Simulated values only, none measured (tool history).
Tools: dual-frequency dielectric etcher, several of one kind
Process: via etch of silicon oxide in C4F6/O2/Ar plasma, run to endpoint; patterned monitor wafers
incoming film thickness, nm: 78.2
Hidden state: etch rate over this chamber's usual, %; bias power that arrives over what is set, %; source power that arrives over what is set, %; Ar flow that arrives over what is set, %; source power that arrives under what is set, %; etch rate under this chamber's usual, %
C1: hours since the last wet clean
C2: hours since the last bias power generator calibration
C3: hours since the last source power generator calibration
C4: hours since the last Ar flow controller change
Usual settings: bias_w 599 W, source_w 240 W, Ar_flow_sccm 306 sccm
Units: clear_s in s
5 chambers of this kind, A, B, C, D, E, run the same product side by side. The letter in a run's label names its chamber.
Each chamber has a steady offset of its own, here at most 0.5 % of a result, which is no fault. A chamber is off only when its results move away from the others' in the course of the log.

run 1A hour=5.8 | bias_w=599 source_w=240 Ar_flow_sccm=306 | C1=57.9 C2=2891.9 C3=2294.8 C4=4456.8 | clear_s=19.509
run 2C hour=11.7 | bias_w=599 source_w=240 Ar_flow_sccm=306 | C1=525.3 C2=2300.8 C3=117.5 C4=2600.5 | clear_s=19.407
run 3D hour=20 | bias_w=599 source_w=240 Ar_flow_sccm=306 | C1=332 C2=1201.6 C3=2296.2 C4=3751.5 | clear_s=19.422
run 4E hour=29.9 | bias_w=599 source_w=240 Ar_flow_sccm=306 | C1=399.3 C2=994.2 C3=1159.9 C4=1243.5 | clear_s=19.293
run 5B hour=35.8 | bias_w=599 source_w=240 Ar_flow_sccm=306 | C1=184.4 C2=843.3 C3=271.2 C4=397 | clear_s=19.289
run 6E hour=40.2 | bias_w=711 source_w=270 Ar_flow_sccm=306 | C1=409.6 C2=1004.5 C3=1170.2 C4=1253.8 | clear_s=17.339
-- hour=40.5 chamber A: Ar flow controller replaced
run 7C hour=46.9 | bias_w=711 source_w=270 Ar_flow_sccm=306 | C1=560.5 C2=2336 C3=152.7 C4=2635.7 | clear_s=17.394
run 8B hour=53.5 | bias_w=711 source_w=270 Ar_flow_sccm=306 | C1=202.1 C2=861 C3=288.9 C4=414.7 | clear_s=17.293
run 9A hour=57.9 | bias_w=711 source_w=270 Ar_flow_sccm=306 | C1=110 C2=2944 C3=2346.9 C4=17.5 | clear_s=17.46
run 10D hour=67.4 | bias_w=711 source_w=270 Ar_flow_sccm=306 | C1=379.4 C2=1249 C3=2343.6 C4=3798.9 | clear_s=17.477
-- hour=70.6 chamber D: wet clean of the chamber
run 11D hour=73.5 | bias_w=599 source_w=240 Ar_flow_sccm=306 | C1=2.9 C2=1255.1 C3=2349.7 C4=3805 | clear_s=19.433
run 12B hour=78.8 | bias_w=599 source_w=240 Ar_flow_sccm=306 | C1=227.4 C2=886.3 C3=314.2 C4=440 | clear_s=19.288
run 13A hour=84.3 | bias_w=599 source_w=240 Ar_flow_sccm=306 | C1=136.4 C2=2970.4 C3=2373.3 C4=43.9 | clear_s=19.413
run 14E hour=92.9 | bias_w=599 source_w=240 Ar_flow_sccm=306 | C1=462.3 C2=1057.2 C3=1222.9 C4=1306.5 | clear_s=19.359
run 15C hour=99.6 | bias_w=599 source_w=240 Ar_flow_sccm=306 | C1=613.2 C2=2388.7 C3=205.4 C4=2688.4 | clear_s=19.411
run 16A hour=108.6 | bias_w=599 source_w=240 Ar_flow_sccm=306 | C1=160.7 C2=2994.7 C3=2397.6 C4=68.2 | clear_s=19.524
run 17E hour=117.3 | bias_w=599 source_w=240 Ar_flow_sccm=306 | C1=486.7 C2=1081.6 C3=1247.3 C4=1330.9 | clear_s=19.324
run 18D hour=125 | bias_w=599 source_w=240 Ar_flow_sccm=306 | C1=54.4 C2=1306.6 C3=2401.2 C4=3856.5 | clear_s=19.566
-- hour=130.3 chamber C: wet clean of the chamber
run 19C hour=131.4 | bias_w=599 source_w=240 Ar_flow_sccm=306 | C1=1.1 C2=2420.5 C3=237.2 C4=2720.2 | clear_s=18.529
run 20B hour=140.5 | bias_w=599 source_w=240 Ar_flow_sccm=306 | C1=289.1 C2=948 C3=375.9 C4=501.7 | clear_s=19.318
run 21B hour=146.9 | bias_w=599 source_w=240 Ar_flow_sccm=306 | C1=295.5 C2=954.4 C3=382.3 C4=508.1 | clear_s=19.337
run 22A hour=152.8 | bias_w=723 source_w=290 Ar_flow_sccm=306 | C1=204.9 C2=3038.9 C3=2441.8 C4=112.4 | clear_s=16.878
run 23E hour=160.7 | bias_w=723 source_w=290 Ar_flow_sccm=306 | C1=530.1 C2=1125 C3=1290.7 C4=1374.3 | clear_s=16.768
run 24D hour=168.3 | bias_w=723 source_w=290 Ar_flow_sccm=306 | C1=97.7 C2=1349.9 C3=2444.5 C4=3899.8 | clear_s=16.842
run 25C hour=177.1 | bias_w=723 source_w=290 Ar_flow_sccm=306 | C1=46.8 C2=2466.2 C3=282.9 C4=2765.9 | clear_s=16.081
run 26B hour=182.9 | bias_w=723 source_w=290 Ar_flow_sccm=306 | C1=331.5 C2=990.4 C3=418.3 C4=544.1 | clear_s=16.71
run 27D hour=190.4 | bias_w=599 source_w=240 Ar_flow_sccm=306 | C1=119.8 C2=1372 C3=2466.6 C4=3921.9 | clear_s=19.513
run 28E hour=196.3 | bias_w=599 source_w=240 Ar_flow_sccm=306 | C1=565.7 C2=1160.6 C3=1326.3 C4=1409.9 | clear_s=19.454
run 29C hour=204.4 | bias_w=599 source_w=240 Ar_flow_sccm=334 | C1=74.1 C2=2493.5 C3=310.2 C4=2793.2 | clear_s=18.64
run 30A hour=212.2 | bias_w=599 source_w=240 Ar_flow_sccm=334 | C1=264.3 C2=3098.3 C3=2501.2 C4=171.8 | clear_s=19.596
-- hour=213.1 chamber B: wet clean of the chamber
run 31A hour=221.8 | bias_w=599 source_w=240 Ar_flow_sccm=334 | C1=273.9 C2=3107.9 C3=2510.8 C4=181.4 | clear_s=19.538
run 32E hour=231.3 | bias_w=599 source_w=240 Ar_flow_sccm=334 | C1=600.7 C2=1195.6 C3=1361.3 C4=1444.9 | clear_s=19.557
-- hour=239.5 chamber E: wet clean of the chamber
run 33D hour=240.7 | bias_w=599 source_w=240 Ar_flow_sccm=334 | C1=170.1 C2=1422.3 C3=2516.9 C4=3972.2 | clear_s=19.7
run 34C hour=246.4 | bias_w=599 source_w=240 Ar_flow_sccm=306 | C1=116.1 C2=2535.5 C3=352.2 C4=2835.2 | clear_s=18.462
run 35B hour=256.1 | bias_w=599 source_w=240 Ar_flow_sccm=306 | C1=43.1 C2=1063.6 C3=491.5 C4=617.3 | clear_s=19.291
run 36E hour=261.7 | bias_w=739 source_w=240 Ar_flow_sccm=364 | C1=22.3 C2=1226 C3=1391.7 C4=1475.3 | clear_s=18.07

What goes on in this fleet: one chamber off, a drifting gauge, or nothing beyond the chambers' own small offsets? Name the chamber and the cause, if any.

A service left chamber C off against the others.
Cause: etch rate over this chamber's usual, % = 4.76.

Here are 4 candidates for chamber C's next run, each the usual settings with a change, their results left as question marks. Which one brings its results back in line with what the others give on the usual settings?
In line means no further than this from the other chambers' mean on the usual settings: clear_s 0.23 s
run 37C-1 hour=268.8 | bias_w=560 source_w=230 Ar_flow_sccm=312 | clear_s=?
run 37C-2 hour=268.8 | bias_w=487 source_w=240 Ar_flow_sccm=322 | clear_s=?
run 37C-3 hour=268.8 | bias_w=669 source_w=270 Ar_flow_sccm=306 | clear_s=?
run 37C-4 hour=268.8 | bias_w=667 source_w=240 Ar_flow_sccm=296 | clear_s=?

The other chambers' mean on the usual settings: clear_s 19.394 s
run=37C-1 clear_s=19.297
run=37C-2 clear_s=20.097
run=37C-3 clear_s=16.947
run=37C-4 clear_s=17.651
37C-1 brings the chamber back in line.
